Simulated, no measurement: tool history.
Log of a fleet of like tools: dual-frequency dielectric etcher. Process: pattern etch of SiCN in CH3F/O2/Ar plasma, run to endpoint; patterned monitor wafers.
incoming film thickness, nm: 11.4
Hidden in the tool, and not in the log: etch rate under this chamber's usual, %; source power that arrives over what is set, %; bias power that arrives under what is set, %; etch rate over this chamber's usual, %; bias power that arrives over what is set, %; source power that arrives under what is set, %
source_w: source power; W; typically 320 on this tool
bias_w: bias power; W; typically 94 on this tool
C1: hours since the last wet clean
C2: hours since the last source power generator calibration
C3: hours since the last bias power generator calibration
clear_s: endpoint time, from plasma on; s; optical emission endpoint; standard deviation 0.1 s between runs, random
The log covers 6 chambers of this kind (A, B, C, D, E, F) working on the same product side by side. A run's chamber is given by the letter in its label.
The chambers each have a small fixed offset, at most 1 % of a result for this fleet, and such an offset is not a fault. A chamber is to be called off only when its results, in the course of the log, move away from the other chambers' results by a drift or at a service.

{"run": "1E", "hour": 10.4, "source_w": 320, "bias_w": 94, "C1": 426.7, "C2": 620.8, "C3": 351.3, "clear_s": 29.95}
{"run": "2C", "hour": 20.8, "source_w": 320, "bias_w": 94, "C1": 224.5, "C2": 40.2, "C3": 2196.6, "clear_s": 29.977}
{"run": "3A", "hour": 30.2, "source_w": 320, "bias_w": 94, "C1": 416.4, "C2": 1366.8, "C3": 598.0, "clear_s": 30.097}
{"run": "4B", "hour": 39.2, "source_w": 320, "bias_w": 94, "C1": 205.1, "C2": 1865.8, "C3": 170.4, "clear_s": 29.947}
{"run": "5F", "hour": 50.2, "source_w": 320, "bias_w": 94, "C1": 227.2, "C2": 2084.6, "C3": 1025.8, "clear_s": 30.134}
{"run": "6D", "hour": 60.8, "source_w": 320, "bias_w": 94, "C1": 217.2, "C2": 1162.2, "C3": 685.0, "clear_s": 30.035}
{"run": "7B", "hour": 72.5, "source_w": 380, "bias_w": 94, "C1": 238.4, "C2": 1899.1, "C3": 203.7, "clear_s": 28.13}
{"run": "8F", "hour": 78.8, "source_w": 380, "bias_w": 94, "C1": 255.8, "C2": 2113.2, "C3": 1054.4, "clear_s": 28.307}
{"run": "9E", "hour": 87.0, "source_w": 380, "bias_w": 94, "C1": 503.3, "C2": 697.4, "C3": 427.9, "clear_s": 28.088}
{"run": "10A", "hour": 96.5, "source_w": 380, "bias_w": 94, "C1": 482.7, "C2": 1433.1, "C3": 664.3, "clear_s": 28.204}
{"run": "11C", "hour": 106.3, "source_w": 380, "bias_w": 94, "C1": 310.0, "C2": 125.7, "C3": 2282.1, "clear_s": 28.305}
{"run": "12D", "hour": 113.8, "source_w": 380, "bias_w": 94, "C1": 270.2, "C2": 1215.2, "C3": 738.0, "clear_s": 28.084}
{"run": "13E", "hour": 122.6, "source_w": 320, "bias_w": 94, "C1": 538.9, "C2": 733.0, "C3": 463.5, "clear_s": 29.745}
{"run": "14B", "hour": 133.4, "source_w": 320, "bias_w": 94, "C1": 299.3, "C2": 1960.0, "C3": 264.6, "clear_s": 30.24}
{"run": "15C", "hour": 143.5, "source_w": 320, "bias_w": 94, "C1": 347.2, "C2": 162.9, "C3": 2319.3, "clear_s": 29.971}
{"run": "16F", "hour": 154.9, "source_w": 270, "bias_w": 77, "C1": 331.9, "C2": 2189.3, "C3": 1130.5, "clear_s": 34.444}
{"run": "17A", "hour": 163.8, "source_w": 270, "bias_w": 77, "C1": 550.0, "C2": 1500.4, "C3": 731.6, "clear_s": 34.399}
{"hour": 167.8, "done": "chamber E: wet clean of the chamber"}
{"run": "18D", "hour": 169.5, "source_w": 270, "bias_w": 77, "C1": 325.9, "C2": 1270.9, "C3": 793.7, "clear_s": 34.309}
{"run": "19F", "hour": 176.8, "source_w": 270, "bias_w": 77, "C1": 353.8, "C2": 2211.2, "C3": 1152.4, "clear_s": 34.7}
{"hour": 178.8, "done": "chamber A: wet clean of the chamber"}
{"run": "20C", "hour": 188.2, "source_w": 270, "bias_w": 77, "C1": 391.9, "C2": 207.6, "C3": 2364.0, "clear_s": 34.535}
{"run": "21E", "hour": 198.1, "source_w": 270, "bias_w": 77, "C1": 30.3, "C2": 808.5, "C3": 539.0, "clear_s": 33.878}
{"run": "22D", "hour": 208.4, "source_w": 320, "bias_w": 94, "C1": 364.8, "C2": 1309.8, "C3": 832.6, "clear_s": 29.765}
{"run": "23A", "hour": 219.7, "source_w": 320, "bias_w": 94, "C1": 41.0, "C2": 1556.3, "C3": 787.5, "clear_s": 31.144}
{"run": "24B", "hour": 231.1, "source_w": 320, "bias_w": 74, "C1": 397.0, "C2": 2057.7, "C3": 362.3, "clear_s": 32.875}
{"run": "25B", "hour": 239.7, "source_w": 320, "bias_w": 74, "C1": 405.6, "C2": 2066.3, "C3": 370.9, "clear_s": 32.773}
{"run": "26A", "hour": 248.5, "source_w": 320, "bias_w": 74, "C1": 69.8, "C2": 1585.1, "C3": 816.3, "clear_s": 34.405}
{"run": "27D", "hour": 259.7, "source_w": 320, "bias_w": 74, "C1": 416.1, "C2": 1361.1, "C3": 883.9, "clear_s": 32.824}
{"run": "28F", "hour": 268.7, "source_w": 320, "bias_w": 74, "C1": 445.7, "C2": 2303.1, "C3": 1244.3, "clear_s": 32.641}
{"run": "29E", "hour": 277.5, "source_w": 320, "bias_w": 74, "C1": 109.7, "C2": 887.9, "C3": 618.4, "clear_s": 32.285}
{"run": "30C", "hour": 282.9, "source_w": 320, "bias_w": 94, "C1": 486.6, "C2": 302.3, "C3": 2458.7, "clear_s": 30.047}
{"run": "31E", "hour": 293.6, "source_w": 320, "bias_w": 94, "C1": 125.8, "C2": 904.0, "C3": 634.5, "clear_s": 29.941}
{"hour": 296.2, "done": "chamber B: wet clean of the chamber"}
{"run": "32F", "hour": 300.1, "source_w": 320, "bias_w": 94, "C1": 477.1, "C2": 2334.5, "C3": 1275.7, "clear_s": 29.923}
{"run": "33D", "hour": 307.1, "source_w": 350, "bias_w": 94, "C1": 463.5, "C2": 1408.5, "C3": 931.3, "clear_s": 28.867}
{"run": "34B", "hour": 313.6, "source_w": 350, "bias_w": 94, "C1": 17.4, "C2": 2140.2, "C3": 444.8, "clear_s": 29.032}
{"run": "35A", "hour": 320.1, "source_w": 350, "bias_w": 94, "C1": 141.4, "C2": 1656.7, "C3": 887.9, "clear_s": 30.318}
{"run": "36C", "hour": 328.1, "source_w": 350, "bias_w": 94, "C1": 531.8, "C2": 347.5, "C3": 2503.9, "clear_s": 29.261}

Next, every chamber runs the same settings. What will each give?
{"run": "37A", "hour": 336.5, "source_w": 320, "bias_w": 84, "clear_s": "?"}
{"run": "37B", "hour": 336.5, "source_w": 320, "bias_w": 84, "clear_s": "?"}
{"run": "37C", "hour": 336.5, "source_w": 320, "bias_w": 84, "clear_s": "?"}
{"run": "37D", "hour": 336.5, "source_w": 320, "bias_w": 84, "clear_s": "?"}
{"run": "37E", "hour": 336.5, "source_w": 320, "bias_w": 84, "clear_s": "?"}
{"run": "37F", "hour": 336.5, "source_w": 320, "bias_w": 84, "clear_s": "?"}

run=37A clear_s=32.773
run=37B clear_s=31.357
run=37C clear_s=31.622
run=37D clear_s=31.058
run=37E clear_s=31.052
run=37F clear_s=31.354

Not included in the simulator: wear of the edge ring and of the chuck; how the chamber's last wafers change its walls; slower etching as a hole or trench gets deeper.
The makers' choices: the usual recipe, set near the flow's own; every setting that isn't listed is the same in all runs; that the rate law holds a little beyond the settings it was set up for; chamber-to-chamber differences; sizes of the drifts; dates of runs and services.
